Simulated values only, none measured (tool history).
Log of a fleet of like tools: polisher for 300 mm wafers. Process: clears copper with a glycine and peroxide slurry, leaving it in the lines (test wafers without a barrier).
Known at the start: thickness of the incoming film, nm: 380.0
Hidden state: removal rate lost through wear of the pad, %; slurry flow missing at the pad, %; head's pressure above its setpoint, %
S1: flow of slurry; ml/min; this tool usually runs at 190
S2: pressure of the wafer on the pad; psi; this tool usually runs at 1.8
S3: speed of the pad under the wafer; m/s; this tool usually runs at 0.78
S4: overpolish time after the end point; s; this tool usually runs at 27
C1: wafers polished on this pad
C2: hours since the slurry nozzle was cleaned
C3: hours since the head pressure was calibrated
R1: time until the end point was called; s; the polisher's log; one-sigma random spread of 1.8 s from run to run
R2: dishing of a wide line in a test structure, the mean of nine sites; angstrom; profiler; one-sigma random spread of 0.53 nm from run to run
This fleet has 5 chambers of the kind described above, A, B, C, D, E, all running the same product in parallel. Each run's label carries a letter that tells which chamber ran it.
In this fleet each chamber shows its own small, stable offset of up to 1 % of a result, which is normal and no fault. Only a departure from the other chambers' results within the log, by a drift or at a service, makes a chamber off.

run    day   S1   S2    S3  S4    C1     C2      C3      R1      R2
 1D  0.192  190  1.8  0.78  27  1146  658.6  1045.2  108.11   447.9
 2A  0.421  190  1.8  0.78  27   276  805.7   305.8  110.02  454.16
     0.496  -- chamber A: head pressure recalibrated
 3C  0.575  190  1.8  0.78  27   750   98.8   386.2  104.55  448.25
 4E  0.821  190  1.8  0.78  27   338   37.8   453.1  108.93  452.83
 5B   1.05  190  1.8  0.78  27   431  660.8   549.4  108.16  448.44
     1.092  -- chamber A: slurry nozzle cleaned
 6C  1.279  190  1.8  0.78  27   854  115.7   403.1  104.23  454.33
 7E  1.525  190  1.8  0.78  27   442   54.7     470  108.63  454.12
     1.583  -- chamber D: worn pad replaced by a new one
 8B  1.808  190  1.8  0.78  27   543    679   567.6  110.96  449.58
     1.858  -- chamber B: worn pad replaced by a new one
 9D  1.954  190  1.8  0.78  27    55  700.9  1087.5  107.97  445.18
10A  2.121  190  1.8  0.78  27   527   24.7    39.1  108.02  452.87
11A  2.396  240  2.3  0.78  27   568   31.3    45.7   86.35  493.87
12E  2.608  240  2.3  0.78  27   602   80.7     496  89.625  503.23
13D  2.871  240  2.3  0.78  27   190  722.9  1109.5  86.259  484.17
     3.079  -- chamber E: worn pad replaced by a new one
14B  3.104  240  2.3  0.78  27   184  710.1   598.7   89.51  492.74
     3.412  -- chamber B: slurry nozzle cleaned
15C  3.425  240  2.3  0.78  27  1171  167.2   454.6  89.629  494.01
16B  3.733  190  1.8  0.78  27   277    7.8   613.8  108.62  451.72
17D  3.925  190  1.8  0.78  27   346  748.2  1134.8  108.08  450.67
18C  4.175  190  1.8  0.78  27  1282  185.2   472.6  109.56   452.8
     4.421  -- chamber D: slurry nozzle cleaned
19A  4.467  190  1.8  0.78  27   874     81    95.4  106.79  454.24
20E  4.629  210  1.6  0.78  27   229  129.2   544.5  112.89  436.85
21C  4.842  210  1.6  0.78  27  1381  201.2   488.6  116.55  432.62
22D  5.021  210  1.6  0.78  27   508   14.4  1161.1  114.04  439.32
23E  5.233  210  1.6  0.78  27   318  143.7     559  116.58  440.85
     5.504  -- chamber B: worn pad replaced by a new one
24A  5.529  210  1.6  0.78  27  1031  106.5   120.9  114.23  427.27
25B   5.85  190  1.8  0.78  27    51   58.6   664.6  109.31  457.47
26D  6.033  190  1.8  0.78  27   658   38.7  1185.4  108.07  448.03
27B  6.192  190  1.8  0.78  27   101   66.8   672.8  105.57  445.32
28C  6.408  190  1.8  0.78  27  1612  238.8   526.2  112.76  444.12
29A  6.604  190  1.8  0.78  27  1190  132.3   146.7  108.57  443.84
30E  6.854  190  1.8  0.78  27   558  182.6   597.9  110.92  446.26
     7.108  -- chamber A: worn pad replaced by a new one
31D  7.154  190  1.8  0.78  27   823   65.6  1212.3  108.96  451.01
     7.217  -- chamber E: worn pad replaced by a new one
32B  7.375  190  1.8  0.78  27   276   95.2   701.2  109.41   448.6
33A   7.55  190  2.3  0.78  27    65    155   169.4  88.212  481.94
34C  7.788  190  2.3  0.78  27  1816  271.9   559.3  95.256  478.17
35E      8  190  2.3  0.78  27   116  210.1   625.4  90.276  481.73
36C  8.317  190  2.3  0.78  27  1894  284.6     572  95.354  465.55
37D  8.504  190  2.3  0.78  27  1023     98  1244.7  89.069  479.46
38A  8.708  190  1.8  0.78  27   237  182.8   197.2  104.23   453.7
39B  8.888  190  1.8  0.78  27   500  131.5   737.5   108.6  443.96
40E  9.058  190  1.8  0.78  27   272  235.5   650.8  109.36  455.77
41D  9.333  190  1.8  0.78  27  1145  117.9  1264.6  107.28  450.26

For the next run the whole fleet of 5 chambers uses the same settings. Give each chamber's results:
42A  9.567  190  1.8  0.78  27               ?   ?
42B  9.567  190  1.8  0.78  27               ?   ?
42C  9.567  190  1.8  0.78  27               ?   ?
42D  9.567  190  1.8  0.78  27               ?   ?
42E  9.567  190  1.8  0.78  27               ?   ?

run      R1      R2
42A  107.15  452.46
42B  111.05  451.87
42C  117.29  423.84
42D  106.85   457.3
42E  106.51   453.7
